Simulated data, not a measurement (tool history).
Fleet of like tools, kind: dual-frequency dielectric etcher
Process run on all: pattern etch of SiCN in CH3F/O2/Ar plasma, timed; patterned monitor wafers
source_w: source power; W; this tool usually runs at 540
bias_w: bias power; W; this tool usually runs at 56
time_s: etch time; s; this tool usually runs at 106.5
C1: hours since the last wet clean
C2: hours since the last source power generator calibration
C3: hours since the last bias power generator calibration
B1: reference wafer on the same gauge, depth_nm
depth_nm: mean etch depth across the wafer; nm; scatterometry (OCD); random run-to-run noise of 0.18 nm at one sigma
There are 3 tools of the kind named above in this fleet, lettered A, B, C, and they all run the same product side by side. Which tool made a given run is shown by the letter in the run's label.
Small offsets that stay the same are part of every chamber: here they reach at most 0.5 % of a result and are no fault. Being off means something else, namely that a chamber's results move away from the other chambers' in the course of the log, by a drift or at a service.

Run 1B, day 0.433: usual settings; C1 362.9; C2 454.7; C3 561.8; B1 34.098. Result: depth_nm 41.068 nm.
Run 2A, day 0.767: usual settings; C1 317.0; C2 1129.8; C3 3521.7; B1 34.092. Result: depth_nm 41.192 nm.
Run 3C, day 0.996: usual settings; C1 554.4; C2 744.6; C3 2075.3; B1 34.079. Result: depth_nm 41.409 nm.
Run 4A, day 1.525: usual settings; C1 335.2; C2 1148.0; C3 3539.9; B1 34.113. Result: depth_nm 40.801 nm.
At day 1.571: chamber A: bias power generator calibrated.
Run 5C, day 2.058: usual settings; C1 579.9; C2 770.1; C3 2100.8; B1 34.097. Result: depth_nm 41.194 nm.
Run 6B, day 2.288: usual settings but bias_w 44 W; C1 407.4; C2 499.2; C3 606.3; B1 34.075. Result: depth_nm 38.184 nm.
At day 2.504: chamber C: wet clean of the chamber.
Run 7A, day 2.588: usual settings but bias_w 44 W; C1 360.7; C2 1173.5; C3 24.4; B1 34.067. Result: depth_nm 38.448 nm.
Run 8C, day 3.004: usual settings but bias_w 44 W; C1 12.1; C2 792.8; C3 2123.5; B1 34.111. Result: depth_nm 37.819 nm.
At day 3.225: chamber B: wet clean of the chamber.
Run 9B, day 3.396: usual settings; C1 4.1; C2 525.8; C3 632.9; B1 34.093. Result: depth_nm 41.059 nm.
Run 10C, day 3.738: usual settings; C1 29.7; C2 810.4; C3 2141.1; B1 34.079. Result: depth_nm 40.827 nm.
At day 3.971: chamber A: wet clean of the chamber.
Run 11B, day 4.188: usual settings; C1 23.1; C2 544.8; C3 651.9; B1 34.132. Result: depth_nm 41.241 nm.
Run 12A, day 4.433: usual settings; C1 11.1; C2 1217.8; C3 68.7; B1 34.106. Result: depth_nm 39.891 nm.
Run 13A, day 4.896: usual settings; C1 22.2; C2 1228.9; C3 79.8; B1 34.121. Result: depth_nm 39.782 nm.
Run 14C, day 5.433: usual settings; C1 70.4; C2 851.1; C3 2181.8; B1 34.083. Result: depth_nm 40.931 nm.
Run 15B, day 5.867: usual settings; C1 63.4; C2 585.1; C3 692.2; B1 34.134. Result: depth_nm 41.164 nm.
Run 16B, day 6.292: usual settings; C1 73.6; C2 595.3; C3 702.4; B1 34.122. Result: depth_nm 41.248 nm.
Run 17A, day 6.612: usual settings; C1 63.4; C2 1270.1; C3 121.0; B1 34.063. Result: depth_nm 39.493 nm.
Run 18C, day 6.908: usual settings; C1 105.8; C2 886.5; C3 2217.2; B1 34.079. Result: depth_nm 41.367 nm.
Run 19B, day 7.292: usual settings but source_w 440 W, bias_w 46 W; C1 97.6; C2 619.3; C3 726.4; B1 34.072. Result: depth_nm 35.590 nm.
Run 20C, day 7.712: usual settings but source_w 440 W, bias_w 46 W; C1 125.1; C2 905.8; C3 2236.5; B1 34.080. Result: depth_nm 35.996 nm.
Run 21A, day 8.092: usual settings but source_w 440 W, bias_w 46 W; C1 98.9; C2 1305.6; C3 156.5; B1 34.106. Result: depth_nm 34.053 nm.
Run 22B, day 8.462: usual settings; C1 125.7; C2 647.4; C3 754.5; B1 34.113. Result: depth_nm 41.079 nm.
Run 23A, day 8.979: usual settings; C1 120.2; C2 1326.9; C3 177.8; B1 34.104. Result: depth_nm 39.648 nm.
Run 24C, day 9.392: usual settings; C1 165.4; C2 946.1; C3 2276.8; B1 34.077. Result: depth_nm 41.038 nm.
Run 25B, day 9.733: usual settings; C1 156.2; C2 677.9; C3 785.0; B1 34.098. Result: depth_nm 40.874 nm.
Run 26C, day 10.112: usual settings but source_w 430 W, bias_w 45 W; C1 182.7; C2 963.4; C3 2294.1; B1 34.116. Result: depth_nm 35.313 nm.
Run 27A, day 10.346: usual settings but source_w 430 W, bias_w 45 W; C1 153.0; C2 1359.7; C3 210.6; B1 34.099. Result: depth_nm 33.716 nm.
Run 28A, day 10.708: usual settings but source_w 430 W, bias_w 45 W; C1 161.7; C2 1368.4; C3 219.3; B1 34.077. Result: depth_nm 33.696 nm.
Run 29B, day 10.992: usual settings; C1 186.4; C2 708.1; C3 815.2; B1 34.098. Result: depth_nm 40.942 nm.
Run 30C, day 11.329: usual settings; C1 211.9; C2 992.6; C3 2323.3; B1 34.104. Result: depth_nm 40.877 nm.

Is one chamber off against the others, does the gauge drift, or is nothing wrong? If a chamber is off, say which, and what the likeliest cause is.

A service left chamber A off against the others.
What lies behind it: etch rate under this chamber's usual, % = 4.1.

Below are 4 candidate recipes for chamber A's next run, each the usual settings with a change, their results shown as question marks. Which of them brings A's results back in line with what the other chambers give on the usual settings?
To be in line, a result may differ from the other chambers' mean on the usual settings by at most: depth_nm 0.620 nm
Run 31A-1, day 11.712: usual settings but source_w 510 W, bias_w 53 W. Result: depth_nm ?.
Run 31A-2, day 11.712: usual settings but time_s 107.5 s. Result: depth_nm ?.
Run 31A-3, day 11.712: usual settings but time_s 110.5 s. Result: depth_nm ?.
Run 31A-4, day 11.712: usual settings but time_s 105.5 s. Result: depth_nm ?.

Mean of the other chambers on the usual settings: depth_nm 41.114 nm
  run  depth_nm
31A-1    38.124
31A-2    40.049
31A-3    41.167
31A-4    39.304
It is 31A-3 that realigns the chamber with its peers.

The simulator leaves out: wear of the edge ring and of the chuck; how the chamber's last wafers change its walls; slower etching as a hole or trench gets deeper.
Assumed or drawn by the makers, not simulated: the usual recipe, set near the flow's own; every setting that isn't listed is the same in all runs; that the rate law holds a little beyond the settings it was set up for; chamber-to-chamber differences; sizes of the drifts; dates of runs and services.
